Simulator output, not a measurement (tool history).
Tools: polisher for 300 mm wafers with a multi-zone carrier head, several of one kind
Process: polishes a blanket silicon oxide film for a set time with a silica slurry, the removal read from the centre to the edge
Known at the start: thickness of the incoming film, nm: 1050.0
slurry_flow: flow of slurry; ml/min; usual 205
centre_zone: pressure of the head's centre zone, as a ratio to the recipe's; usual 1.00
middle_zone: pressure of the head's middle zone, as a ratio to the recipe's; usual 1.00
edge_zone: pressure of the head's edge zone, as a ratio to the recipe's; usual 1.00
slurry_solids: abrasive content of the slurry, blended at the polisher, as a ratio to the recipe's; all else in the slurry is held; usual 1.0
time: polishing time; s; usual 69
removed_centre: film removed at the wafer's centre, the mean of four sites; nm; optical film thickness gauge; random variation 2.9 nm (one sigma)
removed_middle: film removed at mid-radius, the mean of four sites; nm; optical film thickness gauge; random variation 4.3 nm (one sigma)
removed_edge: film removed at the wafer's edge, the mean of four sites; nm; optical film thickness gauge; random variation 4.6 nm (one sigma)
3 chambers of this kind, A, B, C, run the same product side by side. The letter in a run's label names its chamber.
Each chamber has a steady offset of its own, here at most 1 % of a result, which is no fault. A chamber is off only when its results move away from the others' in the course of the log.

At day 0.121: chamber A: edge zone pressure recalibrated.
Run 1A, day 0.146: usual settings. Result: removed_centre 349.84 nm, removed_middle 348.64 nm, removed_edge 354.69 nm.
Run 2C, day 0.338: usual settings. Result: removed_centre 347.84 nm, removed_middle 352.59 nm, removed_edge 346.32 nm.
Run 3B, day 0.546: usual settings. Result: removed_centre 351.86 nm, removed_middle 344.38 nm, removed_edge 355.61 nm.
Run 4A, day 0.704: usual settings. Result: removed_centre 348.00 nm, removed_middle 344.99 nm, removed_edge 351.66 nm.
At day 0.771: chamber C: worn pad replaced by a new one.
Run 5B, day 0.908: usual settings. Result: removed_centre 346.86 nm, removed_middle 346.59 nm, removed_edge 352.86 nm.
At day 0.938: chamber A: slurry nozzle cleaned.
Run 6C, day 1.075: usual settings. Result: removed_centre 347.84 nm, removed_middle 352.02 nm, removed_edge 350.83 nm.
Run 7B, day 1.229: usual settings. Result: removed_centre 344.83 nm, removed_middle 358.68 nm, removed_edge 347.14 nm.
At day 1.404: chamber A: worn pad replaced by a new one.
Run 8C, day 1.429: usual settings. Result: removed_centre 352.38 nm, removed_middle 352.62 nm, removed_edge 354.28 nm.
Run 9A, day 1.625: usual settings but slurry_flow 165 ml/min, middle_zone 0.91. Result: removed_centre 335.90 nm, removed_middle 308.77 nm, removed_edge 349.31 nm.
Run 10B, day 1.817: usual settings but slurry_flow 165 ml/min, middle_zone 0.91. Result: removed_centre 338.45 nm, removed_middle 306.44 nm, removed_edge 342.77 nm.
Run 11C, day 2.021: usual settings but slurry_flow 165 ml/min, middle_zone 0.91. Result: removed_centre 335.65 nm, removed_middle 299.53 nm, removed_edge 343.58 nm.
Run 12A, day 2.150: usual settings. Result: removed_centre 351.62 nm, removed_middle 347.37 nm, removed_edge 350.58 nm.
At day 2.242: chamber B: slurry nozzle cleaned.
Run 13B, day 2.262: usual settings. Result: removed_centre 348.35 nm, removed_middle 355.47 nm, removed_edge 353.72 nm.
Run 14A, day 2.396: usual settings. Result: removed_centre 353.68 nm, removed_middle 351.32 nm, removed_edge 350.92 nm.
Run 15C, day 2.533: usual settings. Result: removed_centre 350.88 nm, removed_middle 350.58 nm, removed_edge 351.43 nm.
Run 16C, day 2.738: usual settings. Result: removed_centre 353.99 nm, removed_middle 347.62 nm, removed_edge 341.05 nm.
Run 17B, day 2.917: usual settings. Result: removed_centre 340.65 nm, removed_middle 349.64 nm, removed_edge 362.90 nm.
Run 18A, day 3.033: usual settings. Result: removed_centre 352.59 nm, removed_middle 346.36 nm, removed_edge 353.79 nm.
Run 19C, day 3.162: usual settings. Result: removed_centre 351.15 nm, removed_middle 344.90 nm, removed_edge 343.83 nm.
Run 20B, day 3.258: usual settings. Result: removed_centre 344.78 nm, removed_middle 339.46 nm, removed_edge 351.42 nm.
Run 21A, day 3.383: usual settings. Result: removed_centre 351.65 nm, removed_middle 341.62 nm, removed_edge 356.77 nm.
Run 22B, day 3.496: usual settings. Result: removed_centre 342.96 nm, removed_middle 340.87 nm, removed_edge 355.04 nm.
Run 23C, day 3.638: usual settings but centre_zone 1.07. Result: removed_centre 376.63 nm, removed_middle 336.21 nm, removed_edge 347.04 nm.
Run 24A, day 3.804: usual settings but centre_zone 1.07. Result: removed_centre 375.17 nm, removed_middle 348.29 nm, removed_edge 361.49 nm.
Run 25A, day 3.988: usual settings but centre_zone 1.07. Result: removed_centre 376.90 nm, removed_middle 344.44 nm, removed_edge 355.19 nm.
Run 26C, day 4.133: usual settings but middle_zone 0.89, edge_zone 1.06. Result: removed_centre 345.40 nm, removed_middle 313.70 nm, removed_edge 361.55 nm.
Run 27B, day 4.321: usual settings but middle_zone 0.89, edge_zone 1.06. Result: removed_centre 335.97 nm, removed_middle 312.68 nm, removed_edge 363.46 nm.
Run 28C, day 4.504: usual settings but middle_zone 0.89, edge_zone 1.06. Result: removed_centre 342.65 nm, removed_middle 316.56 nm, removed_edge 355.05 nm.
Run 29B, day 4.692: usual settings. Result: removed_centre 338.59 nm, removed_middle 333.97 nm, removed_edge 339.98 nm.
Run 30A, day 4.825: usual settings. Result: removed_centre 349.55 nm, removed_middle 345.24 nm, removed_edge 352.29 nm.
Run 31B, day 4.996: usual settings but middle_zone 1.10, slurry_solids 0.9. Result: removed_centre 318.29 nm, removed_middle 347.77 nm, removed_edge 317.93 nm.
Run 32C, day 5.096: usual settings but middle_zone 1.10, slurry_solids 0.9. Result: removed_centre 329.26 nm, removed_middle 356.59 nm, removed_edge 322.36 nm.
Run 33A, day 5.262: usual settings but middle_zone 1.10, slurry_solids 0.9. Result: removed_centre 338.04 nm, removed_middle 355.20 nm, removed_edge 331.07 nm.
Run 34C, day 5.383: usual settings. Result: removed_centre 350.03 nm, removed_middle 347.01 nm, removed_edge 339.36 nm.
At day 5.483: chamber A: worn pad replaced by a new one.
Run 35B, day 5.554: usual settings. Result: removed_centre 331.68 nm, removed_middle 336.13 nm, removed_edge 339.61 nm.
Run 36A, day 5.708: usual settings. Result: removed_centre 357.13 nm, removed_middle 342.34 nm, removed_edge 357.52 nm.
Run 37A, day 5.904: usual settings but slurry_flow 160 ml/min. Result: removed_centre 338.20 nm, removed_middle 330.09 nm, removed_edge 348.43 nm.
At day 5.983: chamber C: worn pad replaced by a new one.
Run 38B, day 6.012: usual settings but slurry_flow 160 ml/min. Result: removed_centre 312.63 nm, removed_middle 322.11 nm, removed_edge 331.60 nm.
Run 39C, day 6.158: usual settings but slurry_flow 160 ml/min. Result: removed_centre 332.08 nm, removed_middle 332.90 nm, removed_edge 340.74 nm.

Next, every chamber runs the same settings. What will each give?
Run 40A, day 6.304: usual settings but centre_zone 0.89. Result: removed_centre ?, removed_middle ?, removed_edge ?.
Run 40B, day 6.304: usual settings but centre_zone 0.89. Result: removed_centre ?, removed_middle ?, removed_edge ?.
Run 40C, day 6.304: usual settings but centre_zone 0.89. Result: removed_centre ?, removed_middle ?, removed_edge ?.

run  removed_centre  removed_middle  removed_edge
40A          306.99          356.21        351.44
40B          289.66          319.88        342.98
40C          309.87          349.21        347.05
